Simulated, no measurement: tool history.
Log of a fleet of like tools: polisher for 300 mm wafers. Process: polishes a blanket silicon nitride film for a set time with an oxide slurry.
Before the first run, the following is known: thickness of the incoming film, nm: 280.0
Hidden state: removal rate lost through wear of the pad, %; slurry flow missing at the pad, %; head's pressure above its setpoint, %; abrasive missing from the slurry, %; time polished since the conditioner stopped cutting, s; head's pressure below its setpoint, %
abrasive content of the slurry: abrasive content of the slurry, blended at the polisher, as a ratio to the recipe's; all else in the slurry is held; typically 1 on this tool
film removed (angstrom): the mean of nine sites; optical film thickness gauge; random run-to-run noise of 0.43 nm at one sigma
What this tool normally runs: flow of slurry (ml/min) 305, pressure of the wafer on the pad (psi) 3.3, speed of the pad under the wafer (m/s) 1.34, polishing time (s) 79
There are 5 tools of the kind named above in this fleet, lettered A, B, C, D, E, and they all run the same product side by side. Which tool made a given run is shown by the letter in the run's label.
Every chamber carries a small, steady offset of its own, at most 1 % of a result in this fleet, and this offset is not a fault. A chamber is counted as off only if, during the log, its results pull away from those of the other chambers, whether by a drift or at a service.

run   hour  flow of slurry (ml/min)  pressure of the wafer on the pad (psi)  speed of the pad under the wafer (m/s)  abrasive content of the slurry  polishing time (s)  wafers polished on this pad  hours since the slurry nozzle was cleaned  hours since the head pressure was calibrated  hours since the slurry blender was calibrated  hours since the conditioning disc was replaced  film removed (angstrom)
       4.2  -- chamber C: head pressure recalibrated
       4.8  -- chamber D: slurry blender recalibrated
       6.2  -- chamber D: slurry nozzle cleaned
 1C    7.8                      305                                     3.3                                    1.34                               1                  79                          113                                      247.8                                           3.7                                          171.7                                            88.8                   489.45
      13.1  -- chamber A: worn pad replaced by a new one
 2D     14                      305                                     3.3                                    1.34                               1                  79                          576                                        7.9                                         258.4                                            9.2                                           108.7                    500.2
      22.4  -- chamber E: worn pad replaced by a new one
 3B   24.4                      305                                     3.3                                    1.34                               1                  79                          657                                      374.3                                          1033                                          125.4                                           198.2                   492.56
 4A     33                      305                                     3.3                                    1.34                               1                  79                          178                                      346.4                                           661                                          204.2                                           107.7                   500.17
        37  -- chamber A: head pressure recalibrated
        37  -- chamber B: worn pad replaced by a new one
 5E   40.6                      305                                     3.3                                    1.34                               1                  79                          162                                      771.9                                         210.8                                           84.1                                           441.5                   488.02
 6E   47.2                      305                                     3.3                                    1.34                               1                  79                          221                                      778.5                                         217.4                                           90.7                                           448.1                   485.84
      48.8  -- chamber D: conditioning disc replaced and pad reconditioned
 7A   54.4                      305                                     3.3                                    1.34                               1                  79                          369                                      367.8                                          17.5                                          225.6                                           129.1                   492.52
 8D   64.8                      305                                     2.4                                     1.1                               1                  79                         1030                                       58.7                                         309.2                                             60                                              16                   307.07
      65.5  -- chamber C: slurry nozzle cleaned
 9C   77.7                      305                                     2.4                                     1.1                               1                  79                          738                                       12.3                                          73.6                                          241.6                                           158.7                   308.29
        84  -- chamber C: worn pad replaced by a new one
10B   85.6                      305                                     2.4                                     1.1                               1                  79                          434                                      435.5                                        1094.2                                          186.6                                           259.4                   307.26
      87.8  -- chamber A: worn pad replaced by a new one
11B   92.6                      305                                     2.4                                     1.1                               1                  79                          497                                      442.5                                        1101.2                                          193.6                                           266.4                   307.48
12C  100.5                      305                                     2.4                                     1.1                               1                  79                          147                                       35.1                                          96.4                                          264.4                                           181.5                   304.16
     103.9  -- chamber E: slurry blender recalibrated
       105  -- chamber E: conditioning disc replaced and pad reconditioned
13E  108.6                      305                                     3.3                                    1.34                               1                  79                          771                                      839.9                                         278.8                                            4.8                                             3.6                   480.71
     108.8  -- chamber B: worn pad replaced by a new one
14A  120.4                      305                                     3.3                                    1.34                               1                  79                          292                                      433.8                                          83.5                                          291.6                                           195.1                   485.05
15D  127.3                      305                                     3.3                                    1.34                               1                  79                         1590                                      121.2                                         371.7                                          122.5                                            78.5                   484.57
     139.9  -- chamber E: worn pad replaced by a new one
16D  140.5                      305                                     3.3                                    1.34                               1                  79                         1708                                      134.4                                         384.9                                          135.7                                            91.7                    482.5
     140.7  -- chamber A: conditioning disc replaced and pad reconditioned
17B  147.8                      305                                     3.3                                    1.34                               1                  79                          349                                      497.7                                        1156.4                                          248.8                                           321.6                   486.48
18E  153.9                      305                                     3.3                                    1.34                               1                  53                          125                                      885.2                                         324.1                                           50.1                                            48.9                   322.32
     160.6  -- chamber C: worn pad replaced by a new one
19C  161.3                      305                                     3.3                                    1.34                               1                  53                            6                                       95.9                                         157.2                                          325.2                                           242.3                   334.04
20A  174.2                      305                                     3.3                                    1.34                               1                  53                          773                                      487.6                                         137.3                                          345.4                                            33.6                   332.15
     176.2  -- chamber A: worn pad replaced by a new one
     176.6  -- chamber B: slurry blender recalibrated
       178  -- chamber C: slurry blender recalibrated
     179.3  -- chamber E: slurry nozzle cleaned
21C  181.2                      305                                     3.3                                    1.34                               1                  53                          184                                      115.8                                         177.1                                            3.2                                           262.2                   331.65
     187.8  -- chamber A: slurry nozzle cleaned
22D  189.4                      305                                     3.3                                    1.34                               1                  53                         2145                                      183.3                                         433.8                                          184.6                                           140.6                   317.77
     191.9  -- chamber D: conditioning disc replaced and pad reconditioned
     194.4  -- chamber B: worn pad replaced by a new one
     195.5  -- chamber D: slurry blender recalibrated
23E  200.3                      305                                     3.3                                    1.34                               1                  79                          540                                         21                                         370.5                                           96.5                                            95.3                   493.02
     202.9  -- chamber C: conditioning disc replaced and pad reconditioned
24A  207.4                      305                                     3.3                                    1.34                               1                  79                          279                                       19.7                                         170.5                                          378.6                                            66.8                   487.71
25B  219.6                      305                                     2.9                                    1.34                             0.9                  79                          226                                      569.5                                        1228.2                                             43                                           393.4                   413.23
26C    230                      305                                     2.9                                    1.34                             0.9                  79                          620                                      164.6                                         225.9                                             52                                            27.2                   410.82
27D  237.9                      305                                     2.9                                    1.34                             0.9                  79                         2579                                      231.8                                         482.3                                           42.5                                            46.1                   385.69
28E  250.1                      305                                     2.9                                    1.34                             0.9                  79                          985                                       70.8                                         420.3                                          146.3                                           145.1                   408.05
     257.7  -- chamber A: worn pad replaced by a new one
29B  259.5                      305                                     2.9                                    1.34                             0.9                  79                          583                                      609.4                                        1268.1                                           82.9                                           433.3                   412.64
30A  270.8                      305                                     3.3                                    1.34                               1                  79                          117                                       83.1                                         233.9                                            442                                           130.2                   502.66

Does one chamber stand apart from the rest, does the shared gauge drift, or is all well apart from small per-chamber offsets? Give the chamber and the most likely cause, where there is one.

One chamber, D, drifts off from the rest bit by bit.
What lies behind it: removal rate lost through wear of the pad, % = 9.35.
The log may not separate it from: head's pressure below its setpoint, %.

Which of the 4 candidates below, each the usual settings with something changed and its results left as question marks, puts chamber D back in line with what the other chambers give on the usual settings?
In line here means within this much of the mean the other chambers give on the usual settings: film removed (angstrom) 15
31D-1  280.4                      310                                     3.3                                    1.34                               1                  93                                                                                                                                                                                                                                             ?
31D-2  280.4                      305                                     3.1                                    1.28                               1                  74                                                                                                                                                                                                                                             ?
31D-3  280.4                      305                                     3.3                                     1.3                               1                  75                                                                                                                                                                                                                                             ?
31D-4  280.4                      305                                     3.5                                    1.38                               1                  79                                                                                                                                                                                                                                             ?

Average result of the remaining chambers running the usual settings: film removed (angstrom) 492.44
  run  film removed (angstrom)
31D-1                   536.33
31D-2                   386.25
31D-3                   421.53
31D-4                   493.58
The right change is 31D-4: it brings the chamber back within the allowed miss of the others.

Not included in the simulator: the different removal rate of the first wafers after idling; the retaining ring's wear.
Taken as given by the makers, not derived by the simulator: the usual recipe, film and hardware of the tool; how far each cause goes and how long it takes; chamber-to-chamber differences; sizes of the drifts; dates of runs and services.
